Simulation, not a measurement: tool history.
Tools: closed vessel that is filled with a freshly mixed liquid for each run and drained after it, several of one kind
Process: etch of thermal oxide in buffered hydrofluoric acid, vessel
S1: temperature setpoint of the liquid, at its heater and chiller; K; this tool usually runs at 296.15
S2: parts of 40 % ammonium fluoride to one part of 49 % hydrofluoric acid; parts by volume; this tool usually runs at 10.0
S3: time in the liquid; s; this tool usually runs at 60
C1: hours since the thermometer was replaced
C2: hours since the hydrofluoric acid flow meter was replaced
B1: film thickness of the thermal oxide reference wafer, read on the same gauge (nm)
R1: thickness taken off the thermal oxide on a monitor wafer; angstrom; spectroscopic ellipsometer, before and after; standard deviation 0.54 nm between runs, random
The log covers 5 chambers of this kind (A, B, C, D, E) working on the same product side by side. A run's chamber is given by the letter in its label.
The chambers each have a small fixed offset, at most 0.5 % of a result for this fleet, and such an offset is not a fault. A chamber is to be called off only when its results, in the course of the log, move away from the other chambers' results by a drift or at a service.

run 1B hour=3.9 | S1=296.15 S2=10.0 S3=60 | C1=1706.8 C2=177.1 | B1=129.99 | R1=630.49
run 2D hour=6.9 | S1=296.15 S2=10.0 S3=60 | C1=426.6 C2=317.0 | B1=129.98 | R1=628.84
run 3E hour=10.9 | S1=296.15 S2=10.0 S3=60 | C1=747.5 C2=1572.9 | B1=129.99 | R1=632.67
run 4C hour=13.7 | S1=296.15 S2=10.0 S3=60 | C1=796.7 C2=645.8 | B1=130.00 | R1=631.78
run 5A hour=17.9 | S1=296.15 S2=10.0 S3=60 | C1=817.2 C2=1276.0 | B1=130.02 | R1=613.25
run 6C hour=20.8 | S1=296.15 S2=10.0 S3=75 | C1=803.8 C2=652.9 | B1=129.98 | R1=787.70
run 7B hour=24.3 | S1=296.15 S2=10.0 S3=75 | C1=1727.2 C2=197.5 | B1=130.00 | R1=781.64
run 8A hour=29.2 | S1=296.15 S2=10.0 S3=75 | C1=828.5 C2=1287.3 | B1=130.02 | R1=767.79
run 9D hour=34.2 | S1=296.15 S2=10.0 S3=75 | C1=453.9 C2=344.3 | B1=129.99 | R1=788.24
run 10E hour=40.1 | S1=296.15 S2=10.0 S3=75 | C1=776.7 C2=1602.1 | B1=129.98 | R1=797.28
run 11A hour=44.1 | S1=296.15 S2=10.0 S3=60 | C1=843.4 C2=1302.2 | B1=130.00 | R1=621.52
run 12C hour=49.1 | S1=296.15 S2=10.0 S3=60 | C1=832.1 C2=681.2 | B1=130.03 | R1=627.74
run 13B hour=52.4 | S1=296.15 S2=10.0 S3=60 | C1=1755.3 C2=225.6 | B1=129.96 | R1=636.54
run 14E hour=55.5 | S1=296.15 S2=10.0 S3=60 | C1=792.1 C2=1617.5 | B1=130.02 | R1=631.68
run 15D hour=59.1 | S1=296.15 S2=10.0 S3=60 | C1=478.8 C2=369.2 | B1=129.99 | R1=626.43
run 16E hour=64.9 | S1=296.15 S2=10.0 S3=60 | C1=801.5 C2=1626.9 | B1=130.01 | R1=633.51
run 17A hour=70.4 | S1=296.15 S2=14.0 S3=90 | C1=869.7 C2=1328.5 | B1=129.99 | R1=669.22
run 18D hour=76.5 | S1=296.15 S2=14.0 S3=90 | C1=496.2 C2=386.6 | B1=130.01 | R1=664.74
run 19C hour=80.9 | S1=296.15 S2=14.0 S3=90 | C1=863.9 C2=713.0 | B1=130.01 | R1=695.03
run 20B hour=86.6 | S1=296.15 S2=14.0 S3=90 | C1=1789.5 C2=259.8 | B1=129.98 | R1=677.73
run 21A hour=92.6 | S1=296.15 S2=14.0 S3=90 | C1=891.9 C2=1350.7 | B1=129.98 | R1=679.82
run 22D hour=98.3 | S1=296.15 S2=10.0 S3=60 | C1=518.0 C2=408.4 | B1=130.00 | R1=600.00
run 23C hour=101.8 | S1=296.15 S2=10.0 S3=60 | C1=884.8 C2=733.9 | B1=130.05 | R1=626.22
run 24B hour=105.5 | S1=296.15 S2=10.0 S3=60 | C1=1808.4 C2=278.7 | B1=130.00 | R1=627.21
run 25E hour=109.2 | S1=296.15 S2=10.0 S3=60 | C1=845.8 C2=1671.2 | B1=130.01 | R1=617.64
run 26B hour=114.8 | S1=296.15 S2=10.0 S3=60 | C1=1817.7 C2=288.0 | B1=129.97 | R1=632.88
run 27D hour=118.1 | S1=296.15 S2=10.0 S3=60 | C1=537.8 C2=428.2 | B1=130.01 | R1=600.17
run 28A hour=123.1 | S1=296.15 S2=12.5 S3=40 | C1=922.4 C2=1381.2 | B1=129.97 | R1=333.64
run 29C hour=128.9 | S1=296.15 S2=12.5 S3=40 | C1=911.9 C2=761.0 | B1=130.03 | R1=338.88
run 30E hour=132.1 | S1=296.15 S2=12.5 S3=40 | C1=868.7 C2=1694.1 | B1=129.98 | R1=335.91
run 31E hour=137.4 | S1=296.15 S2=12.5 S3=40 | C1=874.0 C2=1699.4 | B1=130.02 | R1=336.22

Which is it: a chamber that has drifted or been left off by a service, a gauge drift common to all chambers, or only each chamber's usual small offset? If a chamber is off, name it and its likeliest cause.

Little by little, chamber D moves away from the other chambers.
Likeliest cause: hydrofluoric acid flow below the setpoint (%) = 7.89.
The log may not separate it from: liquid colder than its thermometer reads (K).

Chamber D could run next with any of the 4 candidate recipes listed below; each alters the usual settings, and their results appear as question marks. Which one brings its results back in line with what the other chambers deliver on the usual settings?
Allowed miss from the other chambers' usual-settings mean, per result, to count as in line: R1 19.00 angstrom
run 32D-1 hour=141.9 | S1=295.65 S2=10.5 S3=55 | R1=?
run 32D-2 hour=141.9 | S1=297.65 S2=10.0 S3=60 | R1=?
run 32D-3 hour=141.9 | S1=295.65 S2=10.5 S3=60 | R1=?
run 32D-4 hour=141.9 | S1=297.15 S2=9.0 S3=60 | R1=?

Average result of the remaining chambers running the usual settings: R1 628.50 angstrom
run=32D-1 R1=495.96
run=32D-2 R1=633.66
run=32D-3 R1=541.05
run=32D-4 R1=677.18
With 32D-2, the chamber falls back in line with the rest.
